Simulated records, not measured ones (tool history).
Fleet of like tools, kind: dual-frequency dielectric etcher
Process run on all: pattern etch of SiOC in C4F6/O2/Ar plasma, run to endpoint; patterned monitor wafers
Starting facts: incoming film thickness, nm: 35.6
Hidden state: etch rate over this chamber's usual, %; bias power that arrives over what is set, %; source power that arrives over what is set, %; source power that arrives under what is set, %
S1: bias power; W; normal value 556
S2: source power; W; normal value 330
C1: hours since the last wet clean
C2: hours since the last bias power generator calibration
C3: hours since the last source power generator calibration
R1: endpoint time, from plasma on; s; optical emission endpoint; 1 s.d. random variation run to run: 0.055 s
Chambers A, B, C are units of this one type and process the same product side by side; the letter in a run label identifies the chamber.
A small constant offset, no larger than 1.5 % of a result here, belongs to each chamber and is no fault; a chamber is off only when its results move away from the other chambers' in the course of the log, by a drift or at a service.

{"run": "1B", "hour": 11.3, "S1": 556, "S2": 330, "C1": 370, "C2": 1919.8, "C3": 475.8, "R1": 12.281}
{"run": "2A", "hour": 18.1, "S1": 556, "S2": 330, "C1": 438.7, "C2": 1828.8, "C3": 1146.1, "R1": 12.241}
{"run": "3C", "hour": 29.4, "S1": 556, "S2": 330, "C1": 491.6, "C2": 210, "C3": 2140.4, "R1": 12.429}
{"hour": 34.7, "done": "chamber C: wet clean of the chamber"}
{"run": "4B", "hour": 39.0, "S1": 556, "S2": 330, "C1": 397.7, "C2": 1947.5, "C3": 503.5, "R1": 12.26}
{"run": "5C", "hour": 45.3, "S1": 556, "S2": 330, "C1": 10.6, "C2": 225.9, "C3": 2156.3, "R1": 12.506}
{"run": "6A", "hour": 50.9, "S1": 556, "S2": 330, "C1": 471.5, "C2": 1861.6, "C3": 1178.9, "R1": 12.397}
{"run": "7B", "hour": 58.6, "S1": 556, "S2": 330, "C1": 417.3, "C2": 1967.1, "C3": 523.1, "R1": 12.331}
{"run": "8C", "hour": 68.8, "S1": 437, "S2": 330, "C1": 34.1, "C2": 249.4, "C3": 2179.8, "R1": 13.625}
{"run": "9A", "hour": 77.7, "S1": 437, "S2": 330, "C1": 498.3, "C2": 1888.4, "C3": 1205.7, "R1": 13.674}
{"run": "10A", "hour": 85.2, "S1": 437, "S2": 330, "C1": 505.8, "C2": 1895.9, "C3": 1213.2, "R1": 13.565}
{"run": "11B", "hour": 96.2, "S1": 556, "S2": 330, "C1": 454.9, "C2": 2004.7, "C3": 560.7, "R1": 12.312}
{"run": "12C", "hour": 108.2, "S1": 556, "S2": 330, "C1": 73.5, "C2": 288.8, "C3": 2219.2, "R1": 12.502}
{"run": "13A", "hour": 118.8, "S1": 556, "S2": 330, "C1": 539.4, "C2": 1929.5, "C3": 1246.8, "R1": 12.451}
{"hour": 123.9, "done": "chamber A: wet clean of the chamber"}
{"run": "14B", "hour": 128.1, "S1": 556, "S2": 330, "C1": 486.8, "C2": 2036.6, "C3": 592.6, "R1": 12.206}
{"run": "15C", "hour": 137.2, "S1": 556, "S2": 360, "C1": 102.5, "C2": 317.8, "C3": 2248.2, "R1": 12.061}
{"run": "16A", "hour": 143.2, "S1": 556, "S2": 360, "C1": 19.4, "C2": 1953.9, "C3": 1271.2, "R1": 11.716}
{"run": "17C", "hour": 153.4, "S1": 556, "S2": 360, "C1": 118.7, "C2": 334, "C3": 2264.4, "R1": 12.117}
{"run": "18B", "hour": 160.5, "S1": 454, "S2": 330, "C1": 519.2, "C2": 2069, "C3": 625, "R1": 13.301}
{"run": "19C", "hour": 167.5, "S1": 454, "S2": 330, "C1": 132.8, "C2": 348.1, "C3": 2278.5, "R1": 13.512}
{"run": "20A", "hour": 177.5, "S1": 454, "S2": 330, "C1": 53.7, "C2": 1988.2, "C3": 1305.5, "R1": 13.03}
{"run": "21B", "hour": 186.9, "S1": 556, "S2": 330, "C1": 545.6, "C2": 2095.4, "C3": 651.4, "R1": 12.292}
{"run": "22C", "hour": 196.3, "S1": 556, "S2": 330, "C1": 161.6, "C2": 376.9, "C3": 2307.3, "R1": 12.477}
{"run": "23B", "hour": 202.4, "S1": 556, "S2": 330, "C1": 561.1, "C2": 2110.9, "C3": 666.9, "R1": 12.331}

Is one chamber out of step, is the gauge drifting, or do the chambers differ by no more than their own small offsets? For an off chamber, give its letter and the likeliest cause.

A service on chamber A put it out of line with the rest.
Likeliest cause: etch rate over this chamber's usual, % = 3.06.

Here are 4 candidates for chamber A's next run, each the usual settings with a change, their results left as question marks. Which one brings its results back in line with what the others give on the usual settings?
Counts as in line when no further than this from what the other chambers average on the usual settings: R1 0.19 s
{"run": "24A-1", "hour": 211.2, "S1": 556, "S2": 280, "R1": "?"}
{"run": "24A-2", "hour": 211.2, "S1": 556, "S2": 390, "R1": "?"}
{"run": "24A-3", "hour": 211.2, "S1": 580, "S2": 340, "R1": "?"}
{"run": "24A-4", "hour": 211.2, "S1": 532, "S2": 320, "R1": "?"}

Mean of the other chambers on the usual settings: R1 12.393 s
run=24A-1 R1=12.756
run=24A-2 R1=11.31
run=24A-3 R1=11.699
run=24A-4 R1=12.36
The right change is 24A-4: it brings the chamber back within the allowed miss of the others.

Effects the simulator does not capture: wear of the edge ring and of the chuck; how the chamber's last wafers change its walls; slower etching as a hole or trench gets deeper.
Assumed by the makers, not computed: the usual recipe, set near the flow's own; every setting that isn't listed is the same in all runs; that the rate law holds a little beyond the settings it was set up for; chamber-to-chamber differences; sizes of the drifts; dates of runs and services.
